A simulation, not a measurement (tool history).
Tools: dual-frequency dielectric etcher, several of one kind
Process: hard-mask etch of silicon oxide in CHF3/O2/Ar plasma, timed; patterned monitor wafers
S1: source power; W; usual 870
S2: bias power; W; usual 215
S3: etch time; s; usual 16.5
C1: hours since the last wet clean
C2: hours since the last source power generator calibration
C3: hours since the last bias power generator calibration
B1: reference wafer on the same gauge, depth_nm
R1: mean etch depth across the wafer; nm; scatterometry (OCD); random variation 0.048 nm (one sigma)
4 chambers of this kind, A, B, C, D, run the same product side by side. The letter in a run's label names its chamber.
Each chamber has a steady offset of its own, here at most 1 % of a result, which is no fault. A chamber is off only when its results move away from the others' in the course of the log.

run,hour,S1,S2,S3,C1,C2,C3,B1,R1
1A,10.0,870,215,16.5,134.6,1333.8,389.4,38.912,39.951
2C,17.6,870,215,16.5,45.3,1276.2,2161.1,38.917,40.154
3D,24.1,870,215,16.5,140.7,3192.4,2437.8,38.915,40.270
# hour 31.2: chamber A: source power generator calibrated
4B,37.5,870,215,16.5,456.1,1522.3,2086.9,38.932,39.736
5B,46.3,870,215,16.5,464.9,1531.1,2095.7,38.922,39.718
# hour 46.7: chamber B: source power generator calibrated
6A,52.7,870,215,13.5,177.3,21.5,432.1,38.937,32.757
7D,65.2,870,215,13.5,181.8,3233.5,2478.9,38.942,32.849
8C,73.7,870,215,13.5,101.4,1332.3,2217.2,38.955,32.898
# hour 78.7: chamber B: wet clean of the chamber
9B,82.3,870,215,13.5,3.7,35.6,2131.7,38.934,32.523
10D,88.5,870,215,16.5,205.1,3256.8,2502.2,38.953,40.215
11A,96.0,750,215,16.5,220.6,64.8,475.4,38.951,37.801
12C,108.9,750,215,16.5,136.6,1367.5,2252.4,38.969,37.943
13D,121.1,750,215,16.5,237.7,3289.4,2534.8,38.970,38.081
14C,130.9,750,215,16.5,158.6,1389.5,2274.4,38.989,38.022
15A,140.6,870,215,16.5,265.2,109.4,520.0,38.997,40.045
16B,154.1,870,215,16.5,75.5,107.4,2203.5,38.995,39.799
17B,160.5,870,215,16.5,81.9,113.8,2209.9,38.990,39.832
18D,168.4,870,215,16.5,285.0,3336.7,2582.1,39.010,40.388
19A,180.9,870,215,16.5,305.5,149.7,560.3,39.017,40.054
20C,192.4,870,215,16.5,220.1,1451.0,2335.9,39.012,40.301
21C,199.0,870,215,16.5,226.7,1457.6,2342.5,39.031,40.237
22D,208.8,870,215,16.5,325.4,3377.1,2622.5,39.044,40.305
23A,218.2,870,215,16.5,342.8,187.0,597.6,39.037,40.100
24B,225.2,870,215,16.5,146.6,178.5,2274.6,39.042,39.900
25B,234.7,870,215,16.5,156.1,188.0,2284.1,39.041,39.836
26D,240.7,870,215,16.5,357.3,3409.0,2654.4,39.038,40.253
27A,249.3,870,215,16.5,373.9,218.1,628.7,39.052,40.042
# hour 251.4: chamber C: bias power generator calibrated
28C,261.6,870,215,16.5,289.3,1520.2,10.3,39.058,40.272
29C,273.1,870,215,16.5,300.8,1531.7,21.8,39.047,40.268
30B,282.5,870,215,16.5,203.9,235.8,2331.9,39.066,39.863
31A,294.2,870,215,14.0,418.8,263.0,673.6,39.078,34.085
32D,305.7,870,215,14.0,422.3,3474.0,2719.4,39.076,34.274

All 4 chambers run these settings next. Forecast each chamber's results:
33A,315.5,870,215,16.5,,,,,?
33B,315.5,870,215,16.5,,,,,?
33C,315.5,870,215,16.5,,,,,?
33D,315.5,870,215,16.5,,,,,?

run,R1
33A,40.177
33B,39.896
33C,40.263
33D,40.332

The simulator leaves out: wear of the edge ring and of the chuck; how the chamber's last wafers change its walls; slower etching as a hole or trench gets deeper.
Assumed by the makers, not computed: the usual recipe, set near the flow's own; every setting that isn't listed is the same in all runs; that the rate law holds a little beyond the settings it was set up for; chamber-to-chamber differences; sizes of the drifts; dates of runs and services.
